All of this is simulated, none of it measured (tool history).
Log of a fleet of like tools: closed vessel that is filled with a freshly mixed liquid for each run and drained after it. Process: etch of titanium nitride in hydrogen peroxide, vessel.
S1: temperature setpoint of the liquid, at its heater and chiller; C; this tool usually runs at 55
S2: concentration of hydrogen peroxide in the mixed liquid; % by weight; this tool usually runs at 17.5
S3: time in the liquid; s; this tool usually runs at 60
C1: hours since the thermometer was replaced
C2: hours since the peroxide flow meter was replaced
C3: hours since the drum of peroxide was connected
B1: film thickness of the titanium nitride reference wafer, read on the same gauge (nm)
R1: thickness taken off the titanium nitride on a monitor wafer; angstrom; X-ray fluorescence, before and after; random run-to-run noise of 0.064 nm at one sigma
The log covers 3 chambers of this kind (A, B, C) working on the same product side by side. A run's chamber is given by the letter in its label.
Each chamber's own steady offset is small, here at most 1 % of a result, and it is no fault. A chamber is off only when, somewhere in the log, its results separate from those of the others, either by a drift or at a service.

run   hour    S1    S2  S3      C1      C2      C3      B1      R1
 1C   13.2    55  17.5  60     936  1739.7  1196.2  150.01  68.529
 2B     22    55  17.5  60   118.5   194.6     247  150.02  67.223
 3A   33.7    55  17.5  60   678.7  1943.3   844.5  149.98  69.607
 4C   40.8    55  17.5  60   963.6  1767.3  1223.8  149.99  68.722
 5A   50.8    55  17.5  60   695.8  1960.4   861.6  149.98  67.361
 6B     59    55  17.5  60   155.5   231.6     284  149.97  68.614
 7C   69.3    55  17.5  60   992.1  1795.8  1252.3  150.03  67.562
        71  -- chamber A: peroxide flow meter replaced
 8A   80.7    55  17.5  60   725.7     9.7   891.5  149.99  68.712
 9B   88.6    55  17.5  60   185.1   261.2   313.6     150   69.66
10C   99.1    55  17.5  60  1021.9  1825.6  1282.1  149.98  69.497
11A  107.5    55  17.5  60   752.5    36.5   918.3  150.03  67.056
12B  114.9    55  17.5  60   211.4   287.5   339.9     150  68.992
13A  122.4    55  17.5  60   767.4    51.4   933.2  150.03  68.686
14C  133.6    55  14.5  85  1056.4  1860.1  1316.6  149.99  91.827
15B  148.2    55  14.5  85   244.7   320.8   373.2     150  93.685
16C  155.8    55  14.5  85  1078.6  1882.3  1338.8  149.98  91.727
17B  170.5    55  17.5  60     267   343.1   395.5  150.01   69.57
18A  176.9    55  17.5  60   821.9   105.9   987.7     150  67.927
19B  189.6    55  17.5  60   286.1   362.2   414.6     150  69.434
20C  197.6    55  17.5  45  1120.4  1924.1  1380.6  150.01  49.159
21A  206.9    55  17.5  45   851.9   135.9  1017.7  149.98  51.111
22A  215.7    55  17.5  45   860.7   144.7  1026.5  149.98  51.202
23C  224.6    55  17.5  60  1147.4  1951.1  1407.6  149.98  65.182
24B  237.3    55  17.5  60   333.8   409.9   462.3  150.02  68.488
25C  245.8    55  17.5  60  1168.6  1972.3  1428.8  150.02  65.731
26A  256.8    55  17.5  60   901.8   185.8  1067.6  149.99  67.259
27B  268.4    55  17.5  60   364.9     441   493.4  150.01   68.61
28A  282.2  47.5    13  60   927.2   211.2    1093  150.03  37.353
29C  291.2  47.5    13  60    1214  2017.7  1474.2  149.96  35.028
30B  304.7  47.5    13  60   401.2   477.3   529.7  149.99  37.717
31C  312.4    55  17.5  60  1235.2  2038.9  1495.4  149.97  64.371
32A  326.4    55  17.5  60   971.4   255.4  1137.2  150.01  68.704

Which is it: a chamber that has drifted or been left off by a service, a gauge drift common to all chambers, or only each chamber's usual small offset? If a chamber is off, name it and its likeliest cause.

Chamber C drifts away from the others.
Most likely cause: liquid colder than its thermometer reads (K) = 1.12.

Which of the 4 candidates below, each the usual settings with something changed and its results left as question marks, puts chamber C back in line with what the other chambers give on the usual settings?
In line here means within this much of the mean the other chambers give on the usual settings: R1 2.2 angstrom
33C-1   337  57  17.5  60                   ?
33C-2   337  53  17.5  60                   ?
33C-3   337  54  17.5  60                   ?
33C-4   337  55  23.5  60                   ?

What the other chambers average on the usual settings: R1 68.417 angstrom
  run      R1
33C-1  73.124
33C-2  55.382
33C-3  59.383
33C-4  67.803
33C-4 puts the chamber back in line with the other chambers.
